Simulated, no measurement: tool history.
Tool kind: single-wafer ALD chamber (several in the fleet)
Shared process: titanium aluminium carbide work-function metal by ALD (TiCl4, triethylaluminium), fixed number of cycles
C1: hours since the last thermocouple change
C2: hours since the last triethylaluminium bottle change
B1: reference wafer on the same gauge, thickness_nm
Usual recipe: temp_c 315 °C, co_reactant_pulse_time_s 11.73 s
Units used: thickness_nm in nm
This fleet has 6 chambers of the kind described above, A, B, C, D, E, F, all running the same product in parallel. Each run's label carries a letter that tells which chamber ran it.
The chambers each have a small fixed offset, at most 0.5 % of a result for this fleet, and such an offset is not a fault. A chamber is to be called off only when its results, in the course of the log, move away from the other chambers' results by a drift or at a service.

run 1D hour=9.3 | temp_c=315 co_reactant_pulse_time_s=11.73 | C1=198.8 C2=360.0 | B1=2.0124 | thickness_nm=2.1582
run 2E hour=17.9 | temp_c=315 co_reactant_pulse_time_s=11.73 | C1=449.2 C2=642.1 | B1=2.0109 | thickness_nm=2.1529
run 3F hour=26.0 | temp_c=315 co_reactant_pulse_time_s=11.73 | C1=1843.1 C2=367.9 | B1=2.0109 | thickness_nm=2.1682
run 4B hour=35.5 | temp_c=315 co_reactant_pulse_time_s=11.73 | C1=870.6 C2=565.7 | B1=2.0117 | thickness_nm=2.1478
run 5A hour=46.4 | temp_c=301 co_reactant_pulse_time_s=9.45 | C1=1831.5 C2=782.5 | B1=2.0089 | thickness_nm=1.9990
run 6C hour=56.4 | temp_c=301 co_reactant_pulse_time_s=9.45 | C1=712.9 C2=723.5 | B1=2.0111 | thickness_nm=1.9975
run 7D hour=68.5 | temp_c=301 co_reactant_pulse_time_s=9.45 | C1=258.0 C2=419.2 | B1=2.0085 | thickness_nm=1.9935
run 8A hour=80.3 | temp_c=301 co_reactant_pulse_time_s=9.45 | C1=1865.4 C2=816.4 | B1=2.0092 | thickness_nm=1.9849
run 9C hour=92.5 | temp_c=301 co_reactant_pulse_time_s=9.45 | C1=749.0 C2=759.6 | B1=2.0084 | thickness_nm=1.9859
run 10F hour=100.0 | temp_c=301 co_reactant_pulse_time_s=9.45 | C1=1917.1 C2=441.9 | B1=2.0095 | thickness_nm=1.9811
run 11E hour=106.6 | temp_c=315 co_reactant_pulse_time_s=11.73 | C1=537.9 C2=730.8 | B1=2.0108 | thickness_nm=2.1549
run 12B hour=117.4 | temp_c=315 co_reactant_pulse_time_s=11.73 | C1=952.5 C2=647.6 | B1=2.0092 | thickness_nm=2.1711
run 13E hour=126.3 | temp_c=315 co_reactant_pulse_time_s=11.73 | C1=557.6 C2=750.5 | B1=2.0108 | thickness_nm=2.1554
run 14B hour=136.3 | temp_c=315 co_reactant_pulse_time_s=11.73 | C1=971.4 C2=666.5 | B1=2.0080 | thickness_nm=2.1492
-- hour=137.3 chamber A: thermocouple changed; heater temperature recalibrated
run 15D hour=148.4 | temp_c=301 co_reactant_pulse_time_s=8.21 | C1=337.9 C2=499.1 | B1=2.0130 | thickness_nm=1.9451
run 16F hour=161.3 | temp_c=301 co_reactant_pulse_time_s=8.21 | C1=1978.4 C2=503.2 | B1=2.0093 | thickness_nm=1.9309
run 17C hour=168.9 | temp_c=301 co_reactant_pulse_time_s=8.21 | C1=825.4 C2=836.0 | B1=2.0096 | thickness_nm=1.9331
run 18A hour=180.7 | temp_c=301 co_reactant_pulse_time_s=8.21 | C1=43.5 C2=916.8 | B1=2.0079 | thickness_nm=1.9244
run 19E hour=189.0 | temp_c=301 co_reactant_pulse_time_s=8.21 | C1=620.3 C2=813.2 | B1=2.0083 | thickness_nm=1.9425
run 20D hour=196.3 | temp_c=301 co_reactant_pulse_time_s=8.21 | C1=385.8 C2=547.0 | B1=2.0111 | thickness_nm=1.9724
run 21C hour=211.0 | temp_c=315 co_reactant_pulse_time_s=11.73 | C1=867.5 C2=878.1 | B1=2.0079 | thickness_nm=2.1459
run 22B hour=221.0 | temp_c=305 co_reactant_pulse_time_s=13.87 | C1=1056.1 C2=751.2 | B1=2.0081 | thickness_nm=2.0965
run 23F hour=230.1 | temp_c=305 co_reactant_pulse_time_s=13.87 | C1=2047.2 C2=572.0 | B1=2.0085 | thickness_nm=2.0758
run 24A hour=241.8 | temp_c=305 co_reactant_pulse_time_s=13.87 | C1=104.6 C2=977.9 | B1=2.0105 | thickness_nm=2.0934
run 25D hour=252.2 | temp_c=305 co_reactant_pulse_time_s=13.87 | C1=441.7 C2=602.9 | B1=2.0094 | thickness_nm=2.1049
run 26C hour=264.2 | temp_c=305 co_reactant_pulse_time_s=13.87 | C1=920.7 C2=931.3 | B1=2.0083 | thickness_nm=2.0900
run 27F hour=273.4 | temp_c=305 co_reactant_pulse_time_s=13.87 | C1=2090.5 C2=615.3 | B1=2.0106 | thickness_nm=2.0530
run 28E hour=287.5 | temp_c=315 co_reactant_pulse_time_s=11.73 | C1=718.8 C2=911.7 | B1=2.0106 | thickness_nm=2.1531
run 29A hour=295.2 | temp_c=315 co_reactant_pulse_time_s=11.73 | C1=158.0 C2=1031.3 | B1=2.0122 | thickness_nm=2.1633
run 30B hour=308.0 | temp_c=315 co_reactant_pulse_time_s=11.73 | C1=1143.1 C2=838.2 | B1=2.0117 | thickness_nm=2.1638
run 31C hour=315.0 | temp_c=315 co_reactant_pulse_time_s=11.73 | C1=971.5 C2=982.1 | B1=2.0108 | thickness_nm=2.1518
run 32B hour=324.3 | temp_c=308 co_reactant_pulse_time_s=11.73 | C1=1159.4 C2=854.5 | B1=2.0110 | thickness_nm=2.1021
run 33F hour=338.8 | temp_c=308 co_reactant_pulse_time_s=11.73 | C1=2155.9 C2=680.7 | B1=2.0098 | thickness_nm=2.0434
run 34A hour=348.1 | temp_c=308 co_reactant_pulse_time_s=11.73 | C1=210.9 C2=1084.2 | B1=2.0097 | thickness_nm=2.0854
run 35E hour=358.9 | temp_c=308 co_reactant_pulse_time_s=11.73 | C1=790.2 C2=983.1 | B1=2.0106 | thickness_nm=2.0845
run 36D hour=371.9 | temp_c=308 co_reactant_pulse_time_s=11.73 | C1=561.4 C2=722.6 | B1=2.0091 | thickness_nm=2.1181
run 37B hour=378.6 | temp_c=308 co_reactant_pulse_time_s=11.73 | C1=1213.7 C2=908.8 | B1=2.0097 | thickness_nm=2.1062
run 38F hour=388.2 | temp_c=315 co_reactant_pulse_time_s=11.73 | C1=2205.3 C2=730.1 | B1=2.0104 | thickness_nm=2.0748
run 39A hour=397.4 | temp_c=315 co_reactant_pulse_time_s=11.73 | C1=260.2 C2=1133.5 | B1=2.0073 | thickness_nm=2.1423

Has any chamber moved away from the others, gradually or after a service, or does the common gauge drift, or do the chambers differ only by their own small steady offsets? State the chamber and the most likely cause if one applies.

One chamber, F, drifts off from the rest bit by bit.
Cause: triethylaluminium dose below that of a fresh bottle (%) = 31.6.

Chamber F could run next with any of the 4 candidate recipes listed below; each alters the usual settings, and their results appear as question marks. Which one brings its results back in line with what the other chambers deliver on the usual settings?
In-line tolerance around the mean of the other chambers on the usual settings: thickness_nm 0.0370 nm
run 40F-1 hour=408.1 | temp_c=304 co_reactant_pulse_time_s=11.73 | thickness_nm=?
run 40F-2 hour=408.1 | temp_c=319 co_reactant_pulse_time_s=13.35 | thickness_nm=?
run 40F-3 hour=408.1 | temp_c=314 co_reactant_pulse_time_s=11.27 | thickness_nm=?
run 40F-4 hour=408.1 | temp_c=316 co_reactant_pulse_time_s=12.19 | thickness_nm=?

What the other chambers average on the usual settings: thickness_nm 2.1599 nm
run=40F-1 thickness_nm=1.9740
run=40F-2 thickness_nm=2.1447
run=40F-3 thickness_nm=2.0418
run=40F-4 thickness_nm=2.0889
40F-2 brings the chamber back in line.

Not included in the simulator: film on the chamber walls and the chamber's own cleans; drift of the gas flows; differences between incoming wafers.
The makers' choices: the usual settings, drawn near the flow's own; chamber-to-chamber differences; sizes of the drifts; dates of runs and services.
